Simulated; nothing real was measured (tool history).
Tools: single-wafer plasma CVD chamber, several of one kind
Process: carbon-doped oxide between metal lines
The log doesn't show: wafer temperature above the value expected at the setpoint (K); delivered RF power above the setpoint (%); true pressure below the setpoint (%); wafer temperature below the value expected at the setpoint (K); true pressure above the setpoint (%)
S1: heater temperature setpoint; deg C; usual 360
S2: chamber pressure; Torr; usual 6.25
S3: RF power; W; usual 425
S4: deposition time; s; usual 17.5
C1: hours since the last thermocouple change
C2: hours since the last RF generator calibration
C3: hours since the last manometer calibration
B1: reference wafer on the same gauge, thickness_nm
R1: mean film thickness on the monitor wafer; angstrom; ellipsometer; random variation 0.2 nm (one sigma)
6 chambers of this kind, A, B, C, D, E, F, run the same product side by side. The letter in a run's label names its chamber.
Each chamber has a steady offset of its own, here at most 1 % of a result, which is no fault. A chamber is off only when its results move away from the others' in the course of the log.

run,hour,S1,S2,S3,S4,C1,C2,C3,B1,R1
1D,8.8,360,6.25,425,17.5,933.5,451.8,1598.9,96.758,810.64
2C,14.6,360,6.25,425,17.5,783.5,977.0,1214.6,96.810,808.16
3F,19.5,360,6.25,425,17.5,753.9,1030.3,386.9,96.792,813.41
4A,25.6,360,6.25,425,17.5,1249.7,168.4,556.8,96.799,805.25
5B,33.3,360,6.25,425,17.5,1473.9,1910.2,678.9,96.816,807.82
6E,43.4,360,6.25,425,20.5,2003.6,1048.1,127.7,96.800,931.73
7F,52.5,360,6.25,425,20.5,786.9,1063.3,419.9,96.792,946.30
8A,60.5,360,6.25,425,20.5,1284.6,203.3,591.7,96.833,941.75
9E,66.4,360,6.25,425,20.5,2026.6,1071.1,150.7,96.812,933.37
10C,72.4,360,6.25,425,20.5,841.3,1034.8,1272.4,96.755,951.33
11B,81.9,360,6.25,425,20.5,1522.5,1958.8,727.5,96.833,946.39
12D,86.9,360,6.25,425,17.5,1011.6,529.9,1677.0,96.839,806.31
# hour 88.4: chamber E: RF generator calibrated
13A,96.0,360,6.25,425,17.5,1320.1,238.8,627.2,96.799,807.62
14F,104.7,360,6.25,425,17.5,839.1,1115.5,472.1,96.864,815.44
15C,110.2,360,6.25,485,15.7,879.1,1072.6,1310.2,96.836,799.65
16D,117.2,360,6.25,485,15.7,1041.9,560.2,1707.3,96.793,796.52
17B,125.5,360,6.25,485,15.7,1566.1,2002.4,771.1,96.782,798.04
18E,133.0,360,6.25,485,15.7,2093.2,44.7,217.3,96.821,788.21
# hour 137.1: chamber B: thermocouple changed; heater temperature recalibrated
19B,139.9,360,6.25,485,15.7,2.9,2016.8,785.5,96.782,798.10
20A,147.6,360,6.25,485,15.7,1371.7,290.4,678.8,96.813,785.94
21D,157.5,360,6.25,425,17.5,1082.2,600.5,1747.6,96.820,810.02
22C,163.1,360,6.25,425,17.5,932.0,1125.5,1363.1,96.808,813.01
23E,170.5,360,6.25,425,17.5,2130.7,82.2,254.8,96.815,803.06
24F,180.1,360,6.25,425,17.5,914.5,1190.9,547.5,96.746,808.19
25F,186.8,360,6.25,425,17.5,921.2,1197.6,554.2,96.821,808.36
26B,194.1,360,6.25,425,17.5,57.1,2071.0,839.7,96.794,811.71
27D,201.2,360,6.25,425,17.5,1125.9,644.2,1791.3,96.806,810.85
28A,209.8,360,6.25,425,17.5,1433.9,352.6,741.0,96.828,804.23
29C,218.6,360,6.25,425,17.5,987.5,1181.0,1418.6,96.809,814.46
30E,227.4,360,6.25,425,17.5,2187.6,139.1,311.7,96.852,798.67
31B,232.4,360,6.25,380,18.6,95.4,2109.3,878.0,96.784,790.08
32F,237.8,360,6.25,380,18.6,972.2,1248.6,605.2,96.835,788.76
# hour 242.9: chamber C: thermocouple changed; heater temperature recalibrated
33E,246.4,360,6.25,380,18.6,2206.6,158.1,330.7,96.900,780.86
34A,256.5,360,6.25,380,18.6,1480.6,399.3,787.7,96.764,787.66
35C,261.4,360,6.25,380,18.6,18.6,1223.8,1461.4,96.819,790.53
36D,271.2,360,6.25,380,18.6,1195.9,714.2,1861.3,96.776,786.74
37D,278.6,360,6.25,425,17.5,1203.3,721.6,1868.7,96.775,809.08

Is one chamber off against the others, does the gauge drift, or is nothing wrong? If a chamber is off, say which, and what the likeliest cause is.

No chamber stands off beyond its own small offset, and the gauge holds steady.
